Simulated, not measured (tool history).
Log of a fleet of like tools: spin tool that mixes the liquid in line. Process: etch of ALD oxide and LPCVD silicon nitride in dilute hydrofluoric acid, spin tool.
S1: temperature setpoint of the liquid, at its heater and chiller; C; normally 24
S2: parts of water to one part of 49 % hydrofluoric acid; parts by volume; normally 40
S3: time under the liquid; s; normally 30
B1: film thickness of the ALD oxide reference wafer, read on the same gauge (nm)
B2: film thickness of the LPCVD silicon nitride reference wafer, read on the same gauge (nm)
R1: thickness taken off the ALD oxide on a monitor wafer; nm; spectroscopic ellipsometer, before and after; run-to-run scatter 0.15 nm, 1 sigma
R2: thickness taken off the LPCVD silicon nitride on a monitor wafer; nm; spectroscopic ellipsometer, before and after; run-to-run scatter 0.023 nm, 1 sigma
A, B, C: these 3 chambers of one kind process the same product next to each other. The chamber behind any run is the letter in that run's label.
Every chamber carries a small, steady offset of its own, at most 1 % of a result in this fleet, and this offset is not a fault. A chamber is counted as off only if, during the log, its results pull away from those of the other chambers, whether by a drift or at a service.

{"run": "1B", "hour": 4.2, "S1": 24, "S2": 40, "S3": 30, "B1": 110.01, "B2": 140.01, "R1": 26.339, "R2": 0.37409}
{"run": "2A", "hour": 9.3, "S1": 24, "S2": 40, "S3": 30, "B1": 109.99, "B2": 139.99, "R1": 26.219, "R2": 0.33816}
{"run": "3C", "hour": 13.1, "S1": 24, "S2": 40, "S3": 30, "B1": 110.02, "B2": 140.03, "R1": 26.435, "R2": 0.37009}
{"run": "4A", "hour": 16.1, "S1": 24, "S2": 40, "S3": 30, "B1": 110.01, "B2": 140.02, "R1": 26.208, "R2": 0.40039}
{"run": "5B", "hour": 19.9, "S1": 24, "S2": 40, "S3": 30, "B1": 110.02, "B2": 140.04, "R1": 26.614, "R2": 0.3713}
{"run": "6C", "hour": 26.6, "S1": 24, "S2": 40, "S3": 30, "B1": 110.0, "B2": 139.97, "R1": 26.364, "R2": 0.40255}
{"run": "7A", "hour": 32.7, "S1": 24, "S2": 40, "S3": 30, "B1": 110.01, "B2": 139.96, "R1": 26.592, "R2": 0.36454}
{"run": "8C", "hour": 38.2, "S1": 24, "S2": 40, "S3": 30, "B1": 109.97, "B2": 140.0, "R1": 26.695, "R2": 0.40322}
{"run": "9B", "hour": 42.6, "S1": 24, "S2": 40, "S3": 30, "B1": 110.01, "B2": 139.99, "R1": 26.454, "R2": 0.39921}
{"run": "10B", "hour": 47.7, "S1": 24, "S2": 40, "S3": 30, "B1": 110.01, "B2": 140.01, "R1": 26.458, "R2": 0.37941}
{"run": "11A", "hour": 54.4, "S1": 24, "S2": 40, "S3": 30, "B1": 109.99, "B2": 140.02, "R1": 26.056, "R2": 0.37081}
{"run": "12C", "hour": 58.6, "S1": 24, "S2": 40, "S3": 30, "B1": 109.97, "B2": 139.98, "R1": 26.684, "R2": 0.39044}
{"run": "13A", "hour": 63.1, "S1": 24, "S2": 40, "S3": 30, "B1": 110.02, "B2": 140.04, "R1": 26.323, "R2": 0.37015}
{"run": "14C", "hour": 66.1, "S1": 24, "S2": 40, "S3": 30, "B1": 109.98, "B2": 140.01, "R1": 26.63, "R2": 0.35804}
{"run": "15B", "hour": 69.4, "S1": 24, "S2": 40, "S3": 30, "B1": 110.03, "B2": 139.95, "R1": 26.382, "R2": 0.37388}
{"run": "16A", "hour": 72.7, "S1": 24, "S2": 40, "S3": 30, "B1": 109.98, "B2": 140.05, "R1": 26.268, "R2": 0.42343}
{"run": "17C", "hour": 77.2, "S1": 28, "S2": 25, "S3": 30, "B1": 110.0, "B2": 140.01, "R1": 52.706, "R2": 0.82185}
{"run": "18B", "hour": 81.1, "S1": 28, "S2": 25, "S3": 30, "B1": 109.99, "B2": 140.04, "R1": 50.757, "R2": 0.76032}
{"run": "19C", "hour": 86.5, "S1": 28, "S2": 25, "S3": 30, "B1": 109.98, "B2": 140.0, "R1": 53.12, "R2": 0.80764}
{"run": "20A", "hour": 90.4, "S1": 24, "S2": 40, "S3": 30, "B1": 110.04, "B2": 139.99, "R1": 26.197, "R2": 0.40536}
{"run": "21B", "hour": 94.5, "S1": 24, "S2": 40, "S3": 30, "B1": 109.99, "B2": 139.99, "R1": 26.489, "R2": 0.42053}
{"run": "22A", "hour": 97.6, "S1": 24, "S2": 40, "S3": 30, "B1": 110.02, "B2": 139.99, "R1": 26.113, "R2": 0.36972}
{"run": "23C", "hour": 100.9, "S1": 24, "S2": 40, "S3": 30, "B1": 109.97, "B2": 140.02, "R1": 28.071, "R2": 0.39522}
{"run": "24B", "hour": 105.9, "S1": 27, "S2": 40, "S3": 50, "B1": 110.01, "B2": 140.02, "R1": 49.888, "R2": 0.76044}
{"run": "25C", "hour": 112.0, "S1": 27, "S2": 40, "S3": 50, "B1": 109.99, "B2": 140.0, "R1": 53.1, "R2": 0.82115}
{"run": "26A", "hour": 117.6, "S1": 27, "S2": 40, "S3": 50, "B1": 109.99, "B2": 139.99, "R1": 50.032, "R2": 0.6843}
{"run": "27B", "hour": 122.1, "S1": 24, "S2": 40, "S3": 30, "B1": 110.0, "B2": 139.98, "R1": 26.299, "R2": 0.35401}

Is one chamber out of step, is the gauge drifting, or do the chambers differ by no more than their own small offsets? For an off chamber, give its letter and the likeliest cause.

Chamber C drifts away from the others.
Cause: liquid hotter than its thermometer reads (K) = 1.96.

Below are 4 candidate recipes for chamber C's next run, each the usual settings with a change, their results shown as question marks. Which of them brings C's results back in line with what the other chambers give on the usual settings?
A result is in line if it is within this distance of the other chambers' mean on the usual settings: R1 0.510 nm; R2 0.08200 nm
{"run": "28C-1", "hour": 126.9, "S1": 26.0, "S2": 40, "S3": 30, "R1": "?", "R2": "?"}
{"run": "28C-2", "hour": 126.9, "S1": 23.5, "S2": 40, "S3": 30, "R1": "?", "R2": "?"}
{"run": "28C-3", "hour": 126.9, "S1": 24.5, "S2": 40, "S3": 30, "R1": "?", "R2": "?"}
{"run": "28C-4", "hour": 126.9, "S1": 22.0, "S2": 40, "S3": 30, "R1": "?", "R2": "?"}

Mean of the other chambers on the usual settings: R1 26.411 nm; R2 0.38238 nm
run=28C-1 R1=31.024 R2=0.49062
run=28C-2 R1=28.038 R2=0.41580
run=28C-3 R1=29.208 R2=0.44453
run=28C-4 R1=26.366 R2=0.37606
The answer is 28C-4, which returns the chamber to within the allowed miss of the others.

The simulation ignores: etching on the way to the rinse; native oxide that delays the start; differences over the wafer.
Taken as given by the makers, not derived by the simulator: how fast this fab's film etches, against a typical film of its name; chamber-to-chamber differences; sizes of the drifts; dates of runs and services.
